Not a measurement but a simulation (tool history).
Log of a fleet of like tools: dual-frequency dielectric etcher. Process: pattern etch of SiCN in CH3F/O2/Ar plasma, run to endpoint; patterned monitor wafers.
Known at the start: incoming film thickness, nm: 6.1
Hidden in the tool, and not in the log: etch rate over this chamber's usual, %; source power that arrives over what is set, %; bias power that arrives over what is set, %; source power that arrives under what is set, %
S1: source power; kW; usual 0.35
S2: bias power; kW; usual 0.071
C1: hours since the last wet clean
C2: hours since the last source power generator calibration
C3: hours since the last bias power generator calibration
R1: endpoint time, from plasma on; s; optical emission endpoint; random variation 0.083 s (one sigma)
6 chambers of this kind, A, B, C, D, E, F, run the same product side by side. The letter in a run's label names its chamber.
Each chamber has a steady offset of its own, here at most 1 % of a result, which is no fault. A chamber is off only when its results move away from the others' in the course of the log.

At hour 2.2: chamber B: wet clean of the chamber.
Run 1E, hour 9.4: usual settings; C1 55.7; C2 1057.9; C3 3099.1. Result: R1 17.223 s.
Run 2A, hour 17.5: usual settings; C1 309.9; C2 697; C3 1987.2. Result: R1 17.31 s.
At hour 24.4: chamber D: wet clean of the chamber.
Run 3D, hour 25.8: usual settings; C1 1.5; C2 4070.2; C3 1276.8. Result: R1 17.1 s.
Run 4F, hour 30.5: usual settings; C1 414; C2 905.1; C3 2512.8. Result: R1 17.067 s.
Run 5B, hour 40.4: usual settings; C1 38.3; C2 156.7; C3 2129.7. Result: R1 17.217 s.
Run 6C, hour 48.5: usual settings; C1 283.9; C2 3388.4; C3 976.9. Result: R1 17.276 s.
Run 7A, hour 57.3: usual settings; C1 349.7; C2 736.8; C3 2027. Result: R1 17.368 s.
Run 8E, hour 63.3: usual settings; C1 109.6; C2 1111.8; C3 3153. Result: R1 17.313 s.
Run 9C, hour 68.2: usual settings but S1 0.29 kW, S2 0.083 kW; C1 303.6; C2 3408.1; C3 996.6. Result: R1 17.563 s.
Run 10F, hour 73.6: usual settings but S1 0.29 kW, S2 0.083 kW; C1 457.1; C2 948.2; C3 2555.9. Result: R1 17.379 s.
Run 11D, hour 82.4: usual settings but S1 0.29 kW, S2 0.083 kW; C1 58.1; C2 4126.8; C3 1333.4. Result: R1 17.316 s.
Run 12B, hour 91.6: usual settings but S1 0.29 kW, S2 0.083 kW; C1 89.5; C2 207.9; C3 2180.9. Result: R1 17.365 s.
Run 13D, hour 100.1: usual settings but S1 0.29 kW, S2 0.083 kW; C1 75.8; C2 4144.5; C3 1351.1. Result: R1 17.314 s.
Run 14E, hour 106.7: usual settings but S1 0.29 kW, S2 0.083 kW; C1 153; C2 1155.2; C3 3196.4. Result: R1 17.46 s.
Run 15F, hour 111.5: usual settings; C1 495; C2 986.1; C3 2593.8. Result: R1 17.073 s.
At hour 114.7: chamber A: wet clean of the chamber.
Run 16C, hour 121.6: usual settings but S1 0.31 kW; C1 357; C2 3461.5; C3 1050. Result: R1 18.079 s.
Run 17B, hour 128.8: usual settings but S1 0.31 kW; C1 126.7; C2 245.1; C3 2218.1. Result: R1 18.005 s.
Run 18A, hour 136.9: usual settings but S1 0.31 kW; C1 22.3; C2 816.4; C3 2106.6. Result: R1 18.149 s.
Run 19D, hour 147.2: usual settings but S1 0.31 kW; C1 122.9; C2 4191.6; C3 1398.2. Result: R1 18.069 s.
At hour 150.8: chamber C: source power generator calibrated.
Run 20E, hour 151.9: usual settings but S1 0.31 kW; C1 198.2; C2 1200.4; C3 3241.6. Result: R1 18.072 s.
Run 21C, hour 158.1: usual settings but S1 0.31 kW; C1 393.5; C2 7.4; C3 1086.5. Result: R1 17.954 s.
Run 22A, hour 166.1: usual settings but S1 0.42 kW, S2 0.054 kW; C1 51.5; C2 845.6; C3 2135.8. Result: R1 17.838 s.
Run 23F, hour 174.2: usual settings but S1 0.42 kW, S2 0.054 kW; C1 557.7; C2 1048.8; C3 2656.5. Result: R1 17.306 s.
Run 24B, hour 183.5: usual settings but S1 0.42 kW, S2 0.054 kW; C1 181.4; C2 299.8; C3 2272.8. Result: R1 17.497 s.
Run 25C, hour 188.2: usual settings but S1 0.42 kW, S2 0.054 kW; C1 423.6; C2 37.5; C3 1116.6. Result: R1 17.542 s.
Run 26E, hour 196.6: usual settings but S1 0.42 kW, S2 0.054 kW; C1 242.9; C2 1245.1; C3 3286.3. Result: R1 17.64 s.
At hour 199: chamber F: wet clean of the chamber.
Run 27D, hour 207.2: usual settings but S1 0.42 kW, S2 0.054 kW; C1 182.9; C2 4251.6; C3 1458.2. Result: R1 17.445 s.
Run 28B, hour 212.4: usual settings but S1 0.28 kW; C1 210.3; C2 328.7; C3 2301.7. Result: R1 18.577 s.
Run 29A, hour 220.9: usual settings but S1 0.28 kW; C1 106.3; C2 900.4; C3 2190.6. Result: R1 18.819 s.
Run 30F, hour 229: usual settings but S1 0.28 kW; C1 30.1; C2 1103.6; C3 2711.3. Result: R1 18.668 s.
Run 31D, hour 238.9: usual settings but S1 0.28 kW; C1 214.6; C2 4283.3; C3 1489.9. Result: R1 18.707 s.
Run 32C, hour 243.5: usual settings but S1 0.28 kW; C1 478.9; C2 92.8; C3 1171.9. Result: R1 18.815 s.
Run 33B, hour 252.3: usual settings but S1 0.28 kW; C1 250.2; C2 368.6; C3 2341.6. Result: R1 18.846 s.
Run 34F, hour 260.4: usual settings; C1 61.5; C2 1135; C3 2742.7. Result: R1 17.079 s.
Run 35E, hour 270: usual settings; C1 316.3; C2 1318.5; C3 3359.7. Result: R1 17.332 s.
Run 36A, hour 279.1: usual settings; C1 164.5; C2 958.6; C3 2248.8. Result: R1 17.268 s.
Run 37F, hour 284.4: usual settings; C1 85.5; C2 1159; C3 2766.7. Result: R1 17.044 s.
Run 38D, hour 293.4: usual settings; C1 269.1; C2 4337.8; C3 1544.4. Result: R1 17.265 s.
Run 39C, hour 299.8: usual settings; C1 535.2; C2 149.1; C3 1228.2. Result: R1 17.158 s.
Run 40E, hour 305.7: usual settings; C1 352; C2 1354.2; C3 3395.4. Result: R1 17.39 s.
Run 41B, hour 312.7: usual settings; C1 310.6; C2 429; C3 2402. Result: R1 17.054 s.
Run 42A, hour 320.1: usual settings; C1 205.5; C2 999.6; C3 2289.8. Result: R1 17.177 s.

All 6 chambers run these settings next. Forecast each chamber's results:
Run 43A, hour 327.7: usual settings but S1 0.38 kW. Result: R1 ?.
Run 43B, hour 327.7: usual settings but S1 0.38 kW. Result: R1 ?.
Run 43C, hour 327.7: usual settings but S1 0.38 kW. Result: R1 ?.
Run 43D, hour 327.7: usual settings but S1 0.38 kW. Result: R1 ?.
Run 43E, hour 327.7: usual settings but S1 0.38 kW. Result: R1 ?.
Run 43F, hour 327.7: usual settings but S1 0.38 kW. Result: R1 ?.

run      R1
43A  16.623
43B   16.69
43C  16.825
43D  16.551
43E  16.668
43F   16.52

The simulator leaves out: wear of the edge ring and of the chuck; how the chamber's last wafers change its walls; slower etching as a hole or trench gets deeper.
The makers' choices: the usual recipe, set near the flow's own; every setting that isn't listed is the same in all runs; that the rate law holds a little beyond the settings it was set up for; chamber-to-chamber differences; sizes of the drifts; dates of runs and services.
